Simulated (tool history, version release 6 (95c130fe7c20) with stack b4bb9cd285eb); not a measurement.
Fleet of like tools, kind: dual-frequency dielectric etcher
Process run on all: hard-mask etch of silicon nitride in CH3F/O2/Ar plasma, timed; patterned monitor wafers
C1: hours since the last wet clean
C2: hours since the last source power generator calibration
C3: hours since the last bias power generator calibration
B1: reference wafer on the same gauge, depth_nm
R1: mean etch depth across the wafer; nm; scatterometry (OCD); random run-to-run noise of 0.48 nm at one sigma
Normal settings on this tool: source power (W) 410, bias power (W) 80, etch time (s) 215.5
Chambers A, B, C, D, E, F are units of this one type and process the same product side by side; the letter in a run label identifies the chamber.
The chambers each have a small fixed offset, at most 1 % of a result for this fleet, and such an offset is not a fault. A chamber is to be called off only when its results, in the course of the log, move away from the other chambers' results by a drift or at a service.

{"run": "1C", "day": 0.171, "source power (W)": 410, "bias power (W)": 80, "etch time (s)": 215.5, "C1": 63.7, "C2": 1357.2, "C3": 1724.6, "B1": 152.02, "R1": 157.36}
{"run": "2D", "day": 0.462, "source power (W)": 410, "bias power (W)": 80, "etch time (s)": 215.5, "C1": 331.4, "C2": 3590, "C3": 2655.4, "B1": 151.88, "R1": 159}
{"run": "3B", "day": 0.721, "source power (W)": 410, "bias power (W)": 80, "etch time (s)": 215.5, "C1": 279.1, "C2": 1721.6, "C3": 4573.8, "B1": 152.05, "R1": 157.49}
{"run": "4A", "day": 0.971, "source power (W)": 410, "bias power (W)": 80, "etch time (s)": 215.5, "C1": 384.3, "C2": 2839.1, "C3": 1614, "B1": 152.1, "R1": 158.61}
{"run": "5E", "day": 1.279, "source power (W)": 410, "bias power (W)": 80, "etch time (s)": 215.5, "C1": 332.2, "C2": 2764.7, "C3": 3837.1, "B1": 151.9, "R1": 159.45}
{"day": 1.317, "done": "chamber D: source power generator calibrated"}
{"day": 1.454, "done": "chamber C: source power generator calibrated"}
{"day": 1.504, "done": "chamber D: bias power generator calibrated"}
{"run": "6F", "day": 1.525, "source power (W)": 410, "bias power (W)": 80, "etch time (s)": 215.5, "C1": 52.6, "C2": 659.1, "C3": 445.7, "B1": 152.12, "R1": 157.83}
{"run": "7B", "day": 1.829, "source power (W)": 410, "bias power (W)": 80, "etch time (s)": 215.5, "C1": 305.7, "C2": 1748.2, "C3": 4600.4, "B1": 151.96, "R1": 157.71}
{"run": "8E", "day": 2.029, "source power (W)": 410, "bias power (W)": 80, "etch time (s)": 215.5, "C1": 350.2, "C2": 2782.7, "C3": 3855.1, "B1": 151.97, "R1": 160.32}
{"run": "9A", "day": 2.258, "source power (W)": 410, "bias power (W)": 80, "etch time (s)": 215.5, "C1": 415.2, "C2": 2870, "C3": 1644.9, "B1": 151.96, "R1": 158.36}
{"run": "10D", "day": 2.558, "source power (W)": 410, "bias power (W)": 80, "etch time (s)": 215.5, "C1": 381.7, "C2": 29.9, "C3": 25.3, "B1": 151.93, "R1": 159.61}
{"run": "11C", "day": 2.858, "source power (W)": 410, "bias power (W)": 80, "etch time (s)": 215.5, "C1": 128.2, "C2": 33.7, "C3": 1789.1, "B1": 152.01, "R1": 157.71}
{"run": "12F", "day": 3.129, "source power (W)": 350, "bias power (W)": 80, "etch time (s)": 215.5, "C1": 91.1, "C2": 697.6, "C3": 484.2, "B1": 152.08, "R1": 149.6}
{"run": "13E", "day": 3.271, "source power (W)": 350, "bias power (W)": 80, "etch time (s)": 215.5, "C1": 380, "C2": 2812.5, "C3": 3884.9, "B1": 151.99, "R1": 149.47}
{"run": "14D", "day": 3.55, "source power (W)": 350, "bias power (W)": 80, "etch time (s)": 215.5, "C1": 405.5, "C2": 53.7, "C3": 49.1, "B1": 152, "R1": 150.62}
{"run": "15B", "day": 3.842, "source power (W)": 350, "bias power (W)": 80, "etch time (s)": 215.5, "C1": 354, "C2": 1796.5, "C3": 4648.7, "B1": 151.98, "R1": 148.7}
{"run": "16C", "day": 4.125, "source power (W)": 350, "bias power (W)": 80, "etch time (s)": 215.5, "C1": 158.6, "C2": 64.1, "C3": 1819.5, "B1": 151.97, "R1": 148.75}
{"day": 4.292, "done": "chamber E: wet clean of the chamber"}
{"day": 4.358, "done": "chamber B: wet clean of the chamber"}
{"run": "17A", "day": 4.429, "source power (W)": 350, "bias power (W)": 80, "etch time (s)": 215.5, "C1": 467.3, "C2": 2922.1, "C3": 1697, "B1": 151.97, "R1": 148.95}
{"run": "18F", "day": 4.688, "source power (W)": 490, "bias power (W)": 80, "etch time (s)": 215.5, "C1": 128.5, "C2": 735, "C3": 521.6, "B1": 151.92, "R1": 170.01}
{"run": "19D", "day": 4.883, "source power (W)": 490, "bias power (W)": 80, "etch time (s)": 215.5, "C1": 437.5, "C2": 85.7, "C3": 81.1, "B1": 152, "R1": 172.56}
{"run": "20C", "day": 5.021, "source power (W)": 490, "bias power (W)": 80, "etch time (s)": 215.5, "C1": 180.1, "C2": 85.6, "C3": 1841, "B1": 152.06, "R1": 168.22}
{"run": "21E", "day": 5.3, "source power (W)": 490, "bias power (W)": 80, "etch time (s)": 215.5, "C1": 24.2, "C2": 2861.2, "C3": 3933.6, "B1": 151.94, "R1": 170.66}
{"run": "22A", "day": 5.471, "source power (W)": 490, "bias power (W)": 80, "etch time (s)": 215.5, "C1": 492.3, "C2": 2947.1, "C3": 1722, "B1": 151.96, "R1": 169.28}
{"run": "23F", "day": 5.629, "source power (W)": 490, "bias power (W)": 80, "etch time (s)": 215.5, "C1": 151.1, "C2": 757.6, "C3": 544.2, "B1": 151.9, "R1": 169.69}
{"run": "24B", "day": 5.783, "source power (W)": 410, "bias power (W)": 80, "etch time (s)": 215.5, "C1": 34.2, "C2": 1843.1, "C3": 4695.3, "B1": 151.95, "R1": 157.23}
{"day": 5.975, "done": "chamber E: bias power generator calibrated"}
{"run": "25D", "day": 6.021, "source power (W)": 410, "bias power (W)": 80, "etch time (s)": 215.5, "C1": 464.8, "C2": 113, "C3": 108.4, "B1": 152.04, "R1": 161.56}
{"run": "26A", "day": 6.242, "source power (W)": 410, "bias power (W)": 80, "etch time (s)": 215.5, "C1": 510.8, "C2": 2965.6, "C3": 1740.5, "B1": 151.88, "R1": 159.11}
{"run": "27E", "day": 6.542, "source power (W)": 410, "bias power (W)": 80, "etch time (s)": 215.5, "C1": 54, "C2": 2891, "C3": 13.6, "B1": 152, "R1": 159.15}
{"run": "28B", "day": 6.775, "source power (W)": 410, "bias power (W)": 80, "etch time (s)": 215.5, "C1": 58, "C2": 1866.9, "C3": 4719.1, "B1": 152.01, "R1": 157.67}
{"run": "29F", "day": 6.938, "source power (W)": 410, "bias power (W)": 80, "etch time (s)": 215.5, "C1": 182.5, "C2": 789, "C3": 575.6, "B1": 151.92, "R1": 158.68}
{"run": "30C", "day": 7.096, "source power (W)": 410, "bias power (W)": 80, "etch time (s)": 215.5, "C1": 229.9, "C2": 135.4, "C3": 1890.8, "B1": 152.06, "R1": 157.64}
{"run": "31B", "day": 7.383, "source power (W)": 410, "bias power (W)": 80, "etch time (s)": 215.5, "C1": 72.6, "C2": 1881.5, "C3": 4733.7, "B1": 152.08, "R1": 157.38}
{"run": "32F", "day": 7.642, "source power (W)": 410, "bias power (W)": 80, "etch time (s)": 215.5, "C1": 199.4, "C2": 805.9, "C3": 592.5, "B1": 151.9, "R1": 159.37}
{"run": "33E", "day": 7.879, "source power (W)": 410, "bias power (W)": 80, "etch time (s)": 215.5, "C1": 86.1, "C2": 2923.1, "C3": 45.7, "B1": 152, "R1": 158.82}
{"run": "34C", "day": 8.138, "source power (W)": 410, "bias power (W)": 80, "etch time (s)": 215.5, "C1": 254.9, "C2": 160.4, "C3": 1915.8, "B1": 152.07, "R1": 157.04}
{"run": "35A", "day": 8.3, "source power (W)": 410, "bias power (W)": 80, "etch time (s)": 215.5, "C1": 560.2, "C2": 3015, "C3": 1789.9, "B1": 151.96, "R1": 157.76}
{"run": "36D", "day": 8.588, "source power (W)": 380, "bias power (W)": 80, "etch time (s)": 156.5, "C1": 526.4, "C2": 174.6, "C3": 170, "B1": 152.1, "R1": 114.97}
{"run": "37E", "day": 8.804, "source power (W)": 380, "bias power (W)": 80, "etch time (s)": 156.5, "C1": 108.3, "C2": 2945.3, "C3": 67.9, "B1": 152.04, "R1": 111.91}
{"run": "38B", "day": 9.112, "source power (W)": 380, "bias power (W)": 80, "etch time (s)": 156.5, "C1": 114.1, "C2": 1923, "C3": 4775.2, "B1": 151.97, "R1": 110.49}
{"run": "39C", "day": 9.325, "source power (W)": 380, "bias power (W)": 80, "etch time (s)": 156.5, "C1": 283.4, "C2": 188.9, "C3": 1944.3, "B1": 152.1, "R1": 111.34}
{"run": "40F", "day": 9.521, "source power (W)": 380, "bias power (W)": 80, "etch time (s)": 156.5, "C1": 244.5, "C2": 851, "C3": 637.6, "B1": 152.03, "R1": 111.9}
{"run": "41D", "day": 9.729, "source power (W)": 380, "bias power (W)": 80, "etch time (s)": 156.5, "C1": 553.8, "C2": 202, "C3": 197.4, "B1": 152.09, "R1": 116.31}
{"run": "42A", "day": 9.896, "source power (W)": 410, "bias power (W)": 80, "etch time (s)": 215.5, "C1": 598.5, "C2": 3053.3, "C3": 1828.2, "B1": 152.03, "R1": 159.05}
{"run": "43A", "day": 10.075, "source power (W)": 410, "bias power (W)": 80, "etch time (s)": 215.5, "C1": 602.8, "C2": 3057.6, "C3": 1832.5, "B1": 152.06, "R1": 157.8}

For the next run the whole fleet of 6 chambers uses the same settings. Give each chamber's results:
{"run": "44A", "day": 10.296, "source power (W)": 320, "bias power (W)": 80, "etch time (s)": 215.5, "R1": "?"}
{"run": "44B", "day": 10.296, "source power (W)": 320, "bias power (W)": 80, "etch time (s)": 215.5, "R1": "?"}
{"run": "44C", "day": 10.296, "source power (W)": 320, "bias power (W)": 80, "etch time (s)": 215.5, "R1": "?"}
{"run": "44D", "day": 10.296, "source power (W)": 320, "bias power (W)": 80, "etch time (s)": 215.5, "R1": "?"}
{"run": "44E", "day": 10.296, "source power (W)": 320, "bias power (W)": 80, "etch time (s)": 215.5, "R1": "?"}
{"run": "44F", "day": 10.296, "source power (W)": 320, "bias power (W)": 80, "etch time (s)": 215.5, "R1": "?"}

run=44A R1=144.26
run=44B R1=143.1
run=44C R1=143.92
run=44D R1=149.25
run=44E R1=145.56
run=44F R1=145.09

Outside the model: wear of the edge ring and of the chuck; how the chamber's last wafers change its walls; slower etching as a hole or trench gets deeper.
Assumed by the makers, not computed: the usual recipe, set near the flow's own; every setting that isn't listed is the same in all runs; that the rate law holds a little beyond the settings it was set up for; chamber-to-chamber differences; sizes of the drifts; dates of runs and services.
